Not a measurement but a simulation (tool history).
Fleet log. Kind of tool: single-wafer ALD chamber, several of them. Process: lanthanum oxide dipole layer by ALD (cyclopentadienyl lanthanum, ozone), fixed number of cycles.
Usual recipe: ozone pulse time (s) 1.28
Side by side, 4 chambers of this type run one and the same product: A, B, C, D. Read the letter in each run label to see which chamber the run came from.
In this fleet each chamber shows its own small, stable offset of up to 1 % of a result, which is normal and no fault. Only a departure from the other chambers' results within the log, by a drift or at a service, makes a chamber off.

run   hour  ozone pulse time (s)  read-back reference wafer on the same gauge, thickness_nm  mean film thickness on the monitor wafer (nm)
 1B    5.1                  1.28                                                    0.59796                                        0.53587
 2A   11.8                  1.28                                                    0.59774                                        0.53207
 3D     21                  1.28                                                    0.59781                                        0.53646
      21.4  -- chamber C: ozone generator serviced
 4C   27.9                  1.28                                                     0.5977                                        0.53527
 5D     38                  1.06                                                    0.59778                                        0.51358
 6A   45.1                  1.06                                                    0.59761                                         0.5069
 7C   53.6                  1.06                                                    0.59733                                         0.5101
 8B   64.7                  1.06                                                    0.59725                                        0.51015
 9A   74.5                  1.47                                                    0.59733                                        0.54657
10C   81.4                  1.47                                                    0.59721                                        0.54756
11B   88.1                  1.47                                                    0.59718                                        0.55096
12D   96.5                  1.47                                                    0.59708                                        0.55122
13D    105                   1.7                                                    0.59702                                        0.56201
14C  113.7                   1.7                                                    0.59702                                        0.55776
15A  123.9                   1.7                                                    0.59698                                        0.55529
16B  129.3                   1.7                                                    0.59681                                        0.56003
     134.6  -- chamber A: ozone generator serviced
17C  134.9                  1.64                                                    0.59666                                         0.5562
18B  141.9                  1.64                                                    0.59688                                        0.55845
19A  152.6                  1.64                                                    0.59661                                        0.55403
20D  159.4                  1.64                                                    0.59647                                        0.55853
21D  167.3                  1.28                                                    0.59648                                        0.53743
       169  -- chamber D: thermocouple changed; heater temperature recalibrated
22B  175.1                  1.28                                                    0.59655                                        0.53412
23A  185.6                  1.68                                                    0.59637                                        0.55496
24C    193                  1.68                                                    0.59624                                        0.55744
25A  203.8                  1.68                                                    0.59601                                        0.55617
26D  211.7                  1.68                                                    0.59613                                        0.56019
27B  217.2                  1.28                                                     0.5959                                        0.53447
28C    223                  1.28                                                    0.59597                                        0.53202
29D  231.4                  1.28                                                    0.59576                                        0.53654
30A    239                  1.28                                                    0.59591                                        0.53042
31C  250.3                  1.28                                                    0.59558                                        0.53185
32B  255.3                  1.28                                                    0.59561                                         0.5341
33C  261.9                  0.85                                                     0.5956                                        0.47378
34D  272.6                  0.85                                                    0.59535                                        0.47734
35B  282.8                  0.85                                                    0.59554                                        0.47038

All chambers now run identical settings, listed one chamber a line with results as question marks. What results will each chamber show?
36A  291.1                  1.72                                                                                                         ?
36B  291.1                  1.72                                                                                                         ?
36C  291.1                  1.72                                                                                                         ?
36D  291.1                  1.72                                                                                                         ?

run  mean film thickness on the monitor wafer (nm)
36A                                        0.55613
36B                                        0.55994
36C                                        0.55709
36D                                        0.56146
